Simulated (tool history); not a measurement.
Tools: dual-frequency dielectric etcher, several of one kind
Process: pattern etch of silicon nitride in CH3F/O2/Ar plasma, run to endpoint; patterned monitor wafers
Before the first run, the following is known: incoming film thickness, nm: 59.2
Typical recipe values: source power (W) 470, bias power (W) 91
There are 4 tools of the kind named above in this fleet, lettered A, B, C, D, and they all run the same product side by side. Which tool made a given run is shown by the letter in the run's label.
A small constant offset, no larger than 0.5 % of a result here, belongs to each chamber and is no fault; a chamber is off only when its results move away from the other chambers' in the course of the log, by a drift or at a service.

run	hour	source power (W)	bias power (W)	endpoint time (s)
# hour 3.4: chamber B: wet clean of the chamber
1B	4.1	470	91	74.213
2C	7.5	470	91	74.383
3D	11.4	470	91	74.025
4A	18.1	470	91	73.976
5D	21.7	470	91	74.29
6B	28	470	91	73.939
7A	32.3	470	91	74.27
8C	35.8	470	91	74.331
9A	40.6	470	91	73.823
10B	45.5	470	91	74.037
11D	49.3	470	91	73.983
12C	55.6	470	110	69.107
# hour 58.6: chamber C: wet clean of the chamber
13B	59.9	470	110	69.141
14C	66.1	470	110	69.21
15D	69.9	470	110	68.177
16A	74.5	470	91	73.761
17B	81.3	470	91	74.131
18C	84.4	470	101	70.854
19D	87.7	470	101	69.461
20A	92.2	470	101	71.58
21A	98.7	470	101	71.236
22B	103.8	470	91	74.388
23C	108.8	470	91	74.347
24D	113.4	470	91	70.787

Predict what each chamber gives when all 4 of them run the settings below next.
25A	118.5	520	91	?
25B	118.5	520	91	?
25C	118.5	520	91	?
25D	118.5	520	91	?

run	endpoint time (s)
25A	71.201
25B	71.415
25C	71.303
25D	68.061

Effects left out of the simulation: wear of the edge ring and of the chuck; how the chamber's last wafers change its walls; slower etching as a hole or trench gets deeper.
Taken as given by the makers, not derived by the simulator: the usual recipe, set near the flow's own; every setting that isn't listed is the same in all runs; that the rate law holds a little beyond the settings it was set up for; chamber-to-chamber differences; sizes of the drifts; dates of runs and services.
